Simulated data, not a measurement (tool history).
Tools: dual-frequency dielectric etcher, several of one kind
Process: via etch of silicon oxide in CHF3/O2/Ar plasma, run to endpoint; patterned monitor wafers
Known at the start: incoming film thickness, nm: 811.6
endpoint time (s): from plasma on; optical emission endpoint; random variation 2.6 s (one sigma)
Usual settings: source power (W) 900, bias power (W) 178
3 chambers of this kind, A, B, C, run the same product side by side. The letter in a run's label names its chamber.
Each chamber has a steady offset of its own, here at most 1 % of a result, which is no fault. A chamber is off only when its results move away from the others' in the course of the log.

run	hour	source power (W)	bias power (W)	endpoint time (s)
1B	11.4	900	178	348.30
2A	24.7	900	178	352.89
3C	38.5	900	178	353.48
4C	45.3	900	178	353.34
5A	52.3	900	178	359.31
# hour 52.8: chamber B: bias power generator calibrated
6B	63.8	900	178	352.88
# hour 69.2: chamber B: source power generator calibrated
7B	71.0	900	178	351.90
8A	83.8	900	178	355.20
# hour 89.3: chamber C: wet clean of the chamber
9C	90.6	900	178	355.60
10C	99.6	900	178	350.38
11B	110.4	700	199	375.71
12A	117.8	700	199	375.92
13C	124.2	700	199	370.53
14B	134.3	900	178	353.68
15A	147.4	900	220	327.28
16C	155.0	900	220	327.40
17A	168.1	900	220	328.93
18B	179.4	900	178	355.91
19B	192.0	900	178	351.58
20C	198.5	900	178	359.30
21A	206.1	900	178	350.76
22A	215.1	900	178	353.89
23C	224.8	1010	196	332.91
24B	236.6	1010	196	331.23
25B	247.4	1010	196	329.98
26A	254.0	900	178	347.74
27C	265.8	900	178	353.54
28C	276.7	900	178	350.77
# hour 286.2: chamber B: wet clean of the chamber
29B	290.4	900	178	355.03
30A	300.3	900	178	340.45
31C	313.1	900	178	353.27
32B	322.7	900	178	348.20
33A	332.7	900	156	357.28
34C	345.1	900	156	370.44
35B	358.0	900	156	371.40

All 3 chambers run these settings next. Forecast each chamber's results:
36A	367.8	900	178	?
36B	367.8	900	178	?
36C	367.8	900	178	?

run	endpoint time (s)
36A	337.28
36B	356.64
36C	350.86

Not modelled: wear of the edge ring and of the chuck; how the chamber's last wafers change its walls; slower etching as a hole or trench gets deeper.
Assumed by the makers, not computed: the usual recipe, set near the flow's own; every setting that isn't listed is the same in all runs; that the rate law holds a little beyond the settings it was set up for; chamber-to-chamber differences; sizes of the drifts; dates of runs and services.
